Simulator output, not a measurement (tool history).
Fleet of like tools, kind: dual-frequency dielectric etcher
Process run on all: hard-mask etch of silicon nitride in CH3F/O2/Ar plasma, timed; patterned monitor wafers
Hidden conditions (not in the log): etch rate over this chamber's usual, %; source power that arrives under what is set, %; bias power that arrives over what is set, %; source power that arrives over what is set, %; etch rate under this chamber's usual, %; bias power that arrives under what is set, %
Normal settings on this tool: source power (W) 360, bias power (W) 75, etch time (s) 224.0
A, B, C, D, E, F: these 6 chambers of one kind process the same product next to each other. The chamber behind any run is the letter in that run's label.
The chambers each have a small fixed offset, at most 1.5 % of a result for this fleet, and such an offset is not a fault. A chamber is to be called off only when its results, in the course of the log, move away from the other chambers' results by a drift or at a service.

run,hour,source power (W),bias power (W),etch time (s),hours since the last wet clean,hours since the last source power generator calibration,hours since the last bias power generator calibration,"read-back reference wafer on the same gauge, depth_nm",mean etch depth across the wafer (nm)
# hour 2.5: chamber C: bias power generator calibrated
1D,8.8,360,75,224.0,576.9,1387.5,1793.6,165.96,154.46
2B,19.3,360,75,224.0,77.2,1942.9,144.1,166.00,153.83
3E,28.2,360,75,224.0,369.1,1233.6,3007.0,165.90,152.11
4F,34.7,360,75,224.0,57.6,330.5,1894.2,165.94,151.34
5C,44.4,390,75,200.5,442.4,2187.9,41.9,165.89,141.39
# hour 51.8: chamber D: wet clean of the chamber
6A,54.1,390,75,200.5,104.0,3915.1,2743.6,165.84,139.86
7D,65.4,390,75,200.5,13.6,1444.1,1850.2,165.87,142.89
8A,72.4,390,75,200.5,122.3,3933.4,2761.9,165.78,140.26
9B,82.9,390,75,200.5,140.8,2006.5,207.7,165.83,141.22
10E,91.8,390,75,200.5,432.7,1297.2,3070.6,165.81,140.43
11C,101.9,360,75,224.0,499.9,2245.4,99.4,165.73,153.47
# hour 106.9: chamber C: wet clean of the chamber
12F,110.7,360,75,224.0,133.6,406.5,1970.2,165.71,151.38
13F,119.6,300,75,289.5,142.5,415.4,1979.1,165.63,182.66
14D,130.5,300,75,289.5,78.7,1509.2,1915.3,165.65,185.84
15A,141.8,300,75,289.5,191.7,4002.8,2831.3,165.63,182.81
16E,150.0,300,75,289.5,490.9,1355.4,3128.8,165.58,183.94
17C,160.4,300,75,289.5,53.6,2303.9,157.9,165.54,185.06
18B,168.8,300,75,289.5,226.7,2092.4,293.6,165.50,184.59
19C,175.9,360,75,224.0,69.1,2319.4,173.4,165.50,152.86
20E,185.1,360,75,224.0,526.0,1390.5,3163.9,165.51,151.81
21A,190.5,360,75,224.0,240.4,4051.5,2880.0,165.51,151.53
22B,196.5,360,75,224.0,254.4,2120.1,321.3,165.41,153.23
23F,206.6,360,75,224.0,229.5,502.4,2066.1,165.36,150.96
24D,215.3,410,91,224.0,163.5,1594.0,2000.1,165.36,172.91
25A,220.7,410,91,224.0,270.6,4081.7,2910.2,165.33,170.48
# hour 225.2: chamber E: bias power generator calibrated
26B,231.7,410,91,224.0,289.6,2155.3,356.5,165.38,172.33
27D,239.7,410,91,224.0,187.9,1618.4,2024.5,165.32,173.24
28E,249.1,410,91,224.0,590.0,1454.5,23.9,165.40,170.22
29C,259.0,410,91,224.0,152.2,2402.5,256.5,165.28,171.98
30F,264.6,360,75,224.0,287.5,560.4,2124.1,165.25,150.84
31A,269.8,360,75,224.0,319.7,4130.8,2959.3,165.28,151.01
32E,279.9,360,75,224.0,620.8,1485.3,54.7,165.21,151.43
33D,286.6,360,75,273.5,234.8,1665.3,2071.4,165.26,187.98
34F,292.1,360,75,273.5,315.0,587.9,2151.6,165.12,184.29
35B,302.0,360,75,273.5,359.9,2225.6,426.8,165.13,185.99
36C,309.3,360,75,273.5,202.5,2452.8,306.8,165.11,186.50
37D,317.0,360,75,273.5,265.2,1695.7,2101.8,165.15,188.01
38B,326.0,360,75,273.5,383.9,2249.6,450.8,165.05,186.45

Does one chamber stand apart from the rest, does the shared gauge drift, or is all well apart from small per-chamber offsets? Give the chamber and the most likely cause, where there is one.

The gauge drifts, so all chambers seem to drift together. No chamber is off.
Likeliest cause: gauge reads low (%) = 0.567.

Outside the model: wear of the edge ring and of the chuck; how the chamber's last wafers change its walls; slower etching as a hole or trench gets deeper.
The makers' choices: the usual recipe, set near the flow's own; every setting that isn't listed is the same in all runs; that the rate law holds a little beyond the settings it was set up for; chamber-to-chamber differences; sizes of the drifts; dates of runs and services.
